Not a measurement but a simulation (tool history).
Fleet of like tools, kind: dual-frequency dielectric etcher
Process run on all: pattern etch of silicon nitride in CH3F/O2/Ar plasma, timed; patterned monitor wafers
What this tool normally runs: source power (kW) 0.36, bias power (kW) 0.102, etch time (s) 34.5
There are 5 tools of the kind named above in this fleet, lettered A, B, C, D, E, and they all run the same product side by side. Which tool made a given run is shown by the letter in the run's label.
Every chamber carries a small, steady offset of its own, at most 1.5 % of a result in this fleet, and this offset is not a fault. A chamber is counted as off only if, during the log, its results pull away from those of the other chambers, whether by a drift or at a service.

run	hour	source power (kW)	bias power (kW)	etch time (s)	read-back reference wafer on the same gauge, depth_nm	mean etch depth across the wafer (nm)
1B	5.1	0.36	0.102	34.5	26.537	26.084
2C	9.6	0.36	0.102	34.5	26.479	26.315
3A	15.5	0.36	0.102	34.5	26.486	26.388
4D	20.5	0.36	0.102	34.5	26.486	26.517
5E	25.5	0.36	0.102	34.5	26.482	26.518
6D	28.7	0.36	0.102	34.5	26.502	26.507
7A	33.2	0.36	0.102	34.5	26.51	25.801
8C	38.5	0.36	0.102	34.5	26.541	26.134
9E	42.9	0.36	0.102	34.5	26.526	26.454
10B	48	0.36	0.102	34.5	26.51	26.093
11A	54.1	0.36	0.102	34.5	26.495	25.856
# hour 58.3: chamber A: source power generator calibrated
12D	59.8	0.36	0.102	29	26.491	22.618
13E	64.3	0.36	0.102	29	26.535	22.236
14B	68.7	0.36	0.102	29	26.491	21.737
15C	71.9	0.36	0.102	29	26.481	22.132
16D	76.1	0.36	0.102	29	26.512	22.453
17B	82	0.36	0.102	34.5	26.533	26.074
18C	85.7	0.36	0.102	34.5	26.497	26.375
19E	89.3	0.36	0.102	34.5	26.536	26.555
20A	92.9	0.36	0.102	34.5	26.484	25.406
# hour 96.3: chamber C: wet clean of the chamber
21D	96.6	0.43	0.085	34.5	26.476	26.667
22C	101.9	0.43	0.085	34.5	26.497	26.103
# hour 105.3: chamber D: wet clean of the chamber
23B	105.7	0.43	0.085	34.5	26.529	26.131
24E	110.9	0.43	0.085	34.5	26.49	26.594
25A	114.1	0.43	0.085	34.5	26.47	25.306
26D	119.5	0.36	0.102	34.5	26.45	26.641
27E	124.4	0.36	0.102	34.5	26.457	26.638
28C	130.3	0.36	0.102	34.5	26.535	26.232
29B	135.8	0.36	0.102	34.5	26.479	26.119
30A	140.9	0.36	0.102	34.5	26.455	24.797

Has any chamber moved away from the others, gradually or after a service, or does the common gauge drift, or do the chambers differ only by their own small steady offsets? State the chamber and the most likely cause if one applies.

One chamber, A, drifts off from the rest bit by bit.
Most likely cause: etch rate under this chamber's usual, % = 4.77.

Which of the 4 candidates below, each the usual settings with something changed and its results left as question marks, puts chamber A back in line with what the other chambers give on the usual settings?
Maximum distance from the other chambers' mean on the usual settings for a result to count as in line: mean etch depth across the wafer (nm) 0.48
31A-1	145.4	0.36	0.102	32.5		?
31A-2	145.4	0.36	0.102	36.5		?
31A-3	145.4	0.37	0.105	34.5		?
31A-4	145.4	0.36	0.101	34		?

Usual-settings mean across the other chambers: mean etch depth across the wafer (nm) 26.334
run	mean etch depth across the wafer (nm)
31A-1	23.477
31A-2	26.367
31A-3	25.448
31A-4	24.47
31A-2 brings the chamber back in line.
